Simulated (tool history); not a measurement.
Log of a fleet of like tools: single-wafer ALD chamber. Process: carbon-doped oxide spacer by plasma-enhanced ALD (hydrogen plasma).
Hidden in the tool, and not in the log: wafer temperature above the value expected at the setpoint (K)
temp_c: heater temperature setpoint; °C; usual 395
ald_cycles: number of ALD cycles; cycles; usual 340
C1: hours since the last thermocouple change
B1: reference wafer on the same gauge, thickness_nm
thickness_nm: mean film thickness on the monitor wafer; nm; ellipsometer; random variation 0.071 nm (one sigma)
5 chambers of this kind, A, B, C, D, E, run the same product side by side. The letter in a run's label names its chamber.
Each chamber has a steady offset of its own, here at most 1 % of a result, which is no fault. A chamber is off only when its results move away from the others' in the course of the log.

{"run": "1D", "hour": 14.0, "temp_c": 395, "ald_cycles": 340, "C1": 893.1, "B1": 17.579, "thickness_nm": 16.814}
{"run": "2C", "hour": 23.1, "temp_c": 395, "ald_cycles": 340, "C1": 2050.7, "B1": 17.595, "thickness_nm": 16.924}
{"run": "3E", "hour": 31.6, "temp_c": 395, "ald_cycles": 340, "C1": 259.0, "B1": 17.604, "thickness_nm": 17.185}
{"run": "4A", "hour": 45.2, "temp_c": 395, "ald_cycles": 340, "C1": 2351.6, "B1": 17.579, "thickness_nm": 17.037}
{"run": "5B", "hour": 53.9, "temp_c": 395, "ald_cycles": 361, "C1": 164.1, "B1": 17.612, "thickness_nm": 18.185}
{"hour": 58.4, "done": "chamber C: thermocouple changed; heater temperature recalibrated"}
{"run": "6C", "hour": 65.3, "temp_c": 395, "ald_cycles": 361, "C1": 6.9, "B1": 17.61, "thickness_nm": 18.015}
{"run": "7D", "hour": 72.5, "temp_c": 395, "ald_cycles": 361, "C1": 951.6, "B1": 17.605, "thickness_nm": 17.909}
{"run": "8E", "hour": 83.7, "temp_c": 395, "ald_cycles": 361, "C1": 311.1, "B1": 17.6, "thickness_nm": 18.078}
{"run": "9B", "hour": 97.4, "temp_c": 395, "ald_cycles": 361, "C1": 207.6, "B1": 17.592, "thickness_nm": 18.082}
{"run": "10A", "hour": 107.7, "temp_c": 395, "ald_cycles": 340, "C1": 2414.1, "B1": 17.576, "thickness_nm": 16.994}
{"run": "11C", "hour": 121.9, "temp_c": 395, "ald_cycles": 340, "C1": 63.5, "B1": 17.574, "thickness_nm": 16.92}
{"run": "12B", "hour": 134.9, "temp_c": 395, "ald_cycles": 340, "C1": 245.1, "B1": 17.57, "thickness_nm": 17.027}
{"run": "13E", "hour": 147.3, "temp_c": 395, "ald_cycles": 340, "C1": 374.7, "B1": 17.596, "thickness_nm": 17.2}
{"run": "14D", "hour": 161.4, "temp_c": 389, "ald_cycles": 301, "C1": 1040.5, "B1": 17.609, "thickness_nm": 14.807}
{"run": "15A", "hour": 169.2, "temp_c": 389, "ald_cycles": 301, "C1": 2475.6, "B1": 17.599, "thickness_nm": 14.95}
{"run": "16E", "hour": 182.8, "temp_c": 389, "ald_cycles": 301, "C1": 410.2, "B1": 17.593, "thickness_nm": 15.257}
{"run": "17A", "hour": 197.3, "temp_c": 389, "ald_cycles": 301, "C1": 2503.7, "B1": 17.594, "thickness_nm": 14.965}
{"run": "18B", "hour": 210.5, "temp_c": 389, "ald_cycles": 301, "C1": 320.7, "B1": 17.599, "thickness_nm": 15.142}
{"run": "19D", "hour": 222.0, "temp_c": 395, "ald_cycles": 340, "C1": 1101.1, "B1": 17.596, "thickness_nm": 16.802}
{"run": "20C", "hour": 234.9, "temp_c": 395, "ald_cycles": 340, "C1": 176.5, "B1": 17.592, "thickness_nm": 17.025}
{"run": "21C", "hour": 245.1, "temp_c": 395, "ald_cycles": 340, "C1": 186.7, "B1": 17.588, "thickness_nm": 16.973}
{"run": "22B", "hour": 259.0, "temp_c": 395, "ald_cycles": 340, "C1": 369.2, "B1": 17.578, "thickness_nm": 17.133}
{"run": "23D", "hour": 269.2, "temp_c": 395, "ald_cycles": 384, "C1": 1148.3, "B1": 17.61, "thickness_nm": 19.136}
{"run": "24E", "hour": 283.1, "temp_c": 395, "ald_cycles": 384, "C1": 510.5, "B1": 17.607, "thickness_nm": 19.465}
{"run": "25A", "hour": 293.2, "temp_c": 395, "ald_cycles": 384, "C1": 2599.6, "B1": 17.592, "thickness_nm": 19.177}
{"run": "26A", "hour": 307.4, "temp_c": 395, "ald_cycles": 384, "C1": 2613.8, "B1": 17.589, "thickness_nm": 18.933}
{"run": "27E", "hour": 314.8, "temp_c": 395, "ald_cycles": 384, "C1": 542.2, "B1": 17.595, "thickness_nm": 19.395}
{"run": "28D", "hour": 322.2, "temp_c": 395, "ald_cycles": 340, "C1": 1201.3, "B1": 17.602, "thickness_nm": 16.844}
{"run": "29C", "hour": 330.1, "temp_c": 402, "ald_cycles": 340, "C1": 271.7, "B1": 17.593, "thickness_nm": 16.871}
{"run": "30B", "hour": 338.8, "temp_c": 402, "ald_cycles": 340, "C1": 449.0, "B1": 17.606, "thickness_nm": 16.889}
{"run": "31A", "hour": 352.6, "temp_c": 402, "ald_cycles": 340, "C1": 2659.0, "B1": 17.587, "thickness_nm": 16.82}
{"run": "32D", "hour": 364.1, "temp_c": 402, "ald_cycles": 340, "C1": 1243.2, "B1": 17.613, "thickness_nm": 16.439}

Next, every chamber runs the same settings. What will each give?
{"run": "33A", "hour": 374.7, "temp_c": 382, "ald_cycles": 340, "thickness_nm": "?"}
{"run": "33B", "hour": 374.7, "temp_c": 382, "ald_cycles": 340, "thickness_nm": "?"}
{"run": "33C", "hour": 374.7, "temp_c": 382, "ald_cycles": 340, "thickness_nm": "?"}
{"run": "33D", "hour": 374.7, "temp_c": 382, "ald_cycles": 340, "thickness_nm": "?"}
{"run": "33E", "hour": 374.7, "temp_c": 382, "ald_cycles": 340, "thickness_nm": "?"}

run=33A thickness_nm=16.895
run=33B thickness_nm=16.993
run=33C thickness_nm=17.067
run=33D thickness_nm=16.768
run=33E thickness_nm=17.185
